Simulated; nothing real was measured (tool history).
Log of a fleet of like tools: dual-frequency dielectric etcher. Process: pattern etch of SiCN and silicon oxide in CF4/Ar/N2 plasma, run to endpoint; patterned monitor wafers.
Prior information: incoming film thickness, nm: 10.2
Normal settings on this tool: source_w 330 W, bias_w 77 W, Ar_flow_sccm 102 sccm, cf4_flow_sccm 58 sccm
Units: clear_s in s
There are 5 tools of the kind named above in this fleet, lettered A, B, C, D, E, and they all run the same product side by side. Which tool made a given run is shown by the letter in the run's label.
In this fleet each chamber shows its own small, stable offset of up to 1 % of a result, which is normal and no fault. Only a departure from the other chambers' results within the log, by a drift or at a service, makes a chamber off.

Run 1C, hour 4.1: usual settings. Result: clear_s 15.723 s.
Run 2D, hour 6.8: usual settings. Result: clear_s 15.622 s.
Run 3E, hour 10.2: usual settings. Result: clear_s 15.921 s.
At hour 13.5: chamber E: wet clean of the chamber.
Run 4A, hour 15.4: usual settings. Result: clear_s 15.595 s.
Run 5B, hour 19.2: usual settings. Result: clear_s 15.606 s.
Run 6E, hour 21.6: usual settings but cf4_flow_sccm 52 sccm. Result: clear_s 16.146 s.
Run 7C, hour 24.7: usual settings but cf4_flow_sccm 52 sccm. Result: clear_s 15.905 s.
Run 8B, hour 27.8: usual settings but cf4_flow_sccm 52 sccm. Result: clear_s 15.898 s.
Run 9D, hour 32.3: usual settings but cf4_flow_sccm 52 sccm. Result: clear_s 16.008 s.
Run 10A, hour 37.2: usual settings but cf4_flow_sccm 52 sccm. Result: clear_s 15.944 s.
Run 11C, hour 40.8: usual settings. Result: clear_s 15.761 s.
Run 12E, hour 44.8: usual settings. Result: clear_s 15.895 s.
Run 13B, hour 48.4: usual settings. Result: clear_s 15.601 s.
Run 14D, hour 51.9: usual settings. Result: clear_s 15.726 s.
Run 15A, hour 56.4: usual settings but source_w 250 W. Result: clear_s 19.861 s.
Run 16E, hour 60.5: usual settings but source_w 250 W. Result: clear_s 20.204 s.
Run 17C, hour 65.5: usual settings but source_w 250 W. Result: clear_s 19.910 s.
Run 18D, hour 70.1: usual settings but source_w 250 W. Result: clear_s 20.299 s.
Run 19A, hour 72.8: usual settings but source_w 250 W. Result: clear_s 19.837 s.
Run 20B, hour 75.7: usual settings. Result: clear_s 15.680 s.
Run 21D, hour 79.9: usual settings. Result: clear_s 15.758 s.
Run 22A, hour 83.3: usual settings. Result: clear_s 15.563 s.
Run 23C, hour 87.1: usual settings. Result: clear_s 15.796 s.
Run 24B, hour 90.8: usual settings. Result: clear_s 15.594 s.
Run 25E, hour 94.7: usual settings. Result: clear_s 15.887 s.
Run 26A, hour 99.6: usual settings. Result: clear_s 15.614 s.
Run 27B, hour 102.8: usual settings. Result: clear_s 15.522 s.
Run 28E, hour 107.7: usual settings. Result: clear_s 15.766 s.
Run 29D, hour 111.7: usual settings. Result: clear_s 15.812 s.
Run 30C, hour 117.0: usual settings. Result: clear_s 15.733 s.
Run 31A, hour 122.0: usual settings. Result: clear_s 15.605 s.
Run 32C, hour 126.9: usual settings. Result: clear_s 15.748 s.
Run 33D, hour 129.8: usual settings. Result: clear_s 16.053 s.
Run 34E, hour 132.7: usual settings. Result: clear_s 15.870 s.

All chambers now run identical settings, listed one chamber a line with results as question marks. What results will each chamber show?
Run 35A, hour 136.5: usual settings. Result: clear_s ?.
Run 35B, hour 136.5: usual settings. Result: clear_s ?.
Run 35C, hour 136.5: usual settings. Result: clear_s ?.
Run 35D, hour 136.5: usual settings. Result: clear_s ?.
Run 35E, hour 136.5: usual settings. Result: clear_s ?.

run  clear_s
35A   15.515
35B   15.551
35C   15.686
35D   16.131
35E   15.837

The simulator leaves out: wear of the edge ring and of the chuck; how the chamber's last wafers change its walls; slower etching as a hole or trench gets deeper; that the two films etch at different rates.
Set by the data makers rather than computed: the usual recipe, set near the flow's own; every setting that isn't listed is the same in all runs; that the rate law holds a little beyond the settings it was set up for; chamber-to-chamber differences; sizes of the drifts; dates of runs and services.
